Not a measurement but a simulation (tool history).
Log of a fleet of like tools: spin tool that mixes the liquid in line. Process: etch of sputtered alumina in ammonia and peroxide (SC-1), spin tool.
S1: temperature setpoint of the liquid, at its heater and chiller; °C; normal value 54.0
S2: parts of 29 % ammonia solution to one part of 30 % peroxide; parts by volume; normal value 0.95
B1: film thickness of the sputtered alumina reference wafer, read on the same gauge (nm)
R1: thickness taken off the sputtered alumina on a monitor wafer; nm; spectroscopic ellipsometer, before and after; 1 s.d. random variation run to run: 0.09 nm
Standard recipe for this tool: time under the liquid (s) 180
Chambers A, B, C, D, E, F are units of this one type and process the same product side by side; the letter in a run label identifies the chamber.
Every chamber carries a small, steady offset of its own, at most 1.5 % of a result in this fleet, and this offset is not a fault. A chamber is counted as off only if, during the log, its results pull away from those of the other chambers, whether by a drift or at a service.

Run 1B, hour 2.1: usual settings; B1 150.02. Result: R1 10.2520 nm.
At hour 3.4: chamber E: new drum of ammonia solution connected.
Run 2C, hour 4.3: usual settings; B1 149.98. Result: R1 10.3260 nm.
Run 3A, hour 6.6: usual settings; B1 149.96. Result: R1 10.3230 nm.
Run 4D, hour 9.7: usual settings; B1 149.99. Result: R1 9.9806 nm.
Run 5E, hour 12.5: usual settings; B1 150.00. Result: R1 10.1970 nm.
Run 6F, hour 16.7: usual settings; B1 150.01. Result: R1 10.2320 nm.
Run 7D, hour 19.1: usual settings; B1 150.00. Result: R1 10.1080 nm.
Run 8C, hour 22.7: usual settings; B1 150.00. Result: R1 10.3400 nm.
Run 9F, hour 24.5: usual settings; B1 149.98. Result: R1 10.3560 nm.
Run 10A, hour 26.8: usual settings; B1 150.03. Result: R1 10.4180 nm.
Run 11E, hour 29.9: usual settings; B1 149.98. Result: R1 10.3490 nm.
Run 12B, hour 33.3: usual settings; B1 150.02. Result: R1 10.3390 nm.
Run 13D, hour 36.4: usual settings; B1 149.99. Result: R1 9.9317 nm.
Run 14B, hour 38.9: usual settings but S2 0.65 parts by volume; B1 150.02. Result: R1 9.7497 nm.
Run 15C, hour 43.0: usual settings but S2 0.65 parts by volume; B1 150.02. Result: R1 9.7943 nm.
Run 16F, hour 46.5: usual settings but S2 0.65 parts by volume; B1 150.07. Result: R1 9.8595 nm.
Run 17E, hour 49.7: usual settings but S2 0.65 parts by volume; B1 150.05. Result: R1 9.8494 nm.
Run 18A, hour 52.1: usual settings but S2 0.65 parts by volume; B1 150.01. Result: R1 10.0060 nm.
Run 19D, hour 56.1: usual settings but S2 0.65 parts by volume; B1 149.97. Result: R1 9.5498 nm.
Run 20B, hour 60.2: usual settings; B1 149.99. Result: R1 10.2840 nm.
Run 21C, hour 63.8: usual settings; B1 149.97. Result: R1 10.1580 nm.
Run 22A, hour 66.1: usual settings; B1 149.99. Result: R1 10.3540 nm.
Run 23E, hour 69.9: usual settings; B1 149.98. Result: R1 10.0010 nm.
Run 24F, hour 73.4: usual settings; B1 150.02. Result: R1 10.4920 nm.
Run 25C, hour 76.2: usual settings but S1 61.5 °C; B1 149.99. Result: R1 15.1590 nm.
Run 26E, hour 78.3: usual settings but S1 61.5 °C; B1 149.99. Result: R1 14.7300 nm.
Run 27D, hour 80.9: usual settings but S1 61.5 °C; B1 150.02. Result: R1 14.7960 nm.
Run 28A, hour 84.1: usual settings but S1 61.5 °C; B1 150.00. Result: R1 15.3620 nm.
Run 29B, hour 87.5: usual settings but S1 61.5 °C; B1 150.01. Result: R1 15.2330 nm.
Run 30F, hour 91.3: usual settings but S1 61.5 °C; B1 149.97. Result: R1 14.9340 nm.
Run 31F, hour 93.5: usual settings; B1 149.97. Result: R1 10.3230 nm.
Run 32D, hour 96.1: usual settings but S2 1.20 parts by volume; B1 149.98. Result: R1 10.3130 nm.
Run 33E, hour 99.5: usual settings but S2 1.20 parts by volume; B1 150.02. Result: R1 9.7869 nm.
Run 34A, hour 101.7: usual settings but S2 1.20 parts by volume; B1 150.01. Result: R1 10.4640 nm.
Run 35C, hour 103.7: usual settings but S2 1.20 parts by volume; B1 149.99. Result: R1 10.5240 nm.
Run 36B, hour 106.5: usual settings but S2 1.20 parts by volume; B1 150.01. Result: R1 10.4620 nm.
Run 37D, hour 108.6: usual settings but S2 1.20 parts by volume; B1 150.02. Result: R1 10.1450 nm.
Run 38C, hour 112.9: usual settings; B1 149.98. Result: R1 10.1280 nm.
Run 39B, hour 116.1: usual settings; B1 150.00. Result: R1 10.3460 nm.

For the next run the whole fleet of 6 chambers uses the same settings. Give each chamber's results:
Run 40A, hour 119.2: usual settings. Result: R1 ?.
Run 40B, hour 119.2: usual settings. Result: R1 ?.
Run 40C, hour 119.2: usual settings. Result: R1 ?.
Run 40D, hour 119.2: usual settings. Result: R1 ?.
Run 40E, hour 119.2: usual settings. Result: R1 ?.
Run 40F, hour 119.2: usual settings. Result: R1 ?.

run       R1
40A  10.2820
40B  10.1890
40C  10.2100
40D  10.1960
40E   9.2979
40F  10.2520
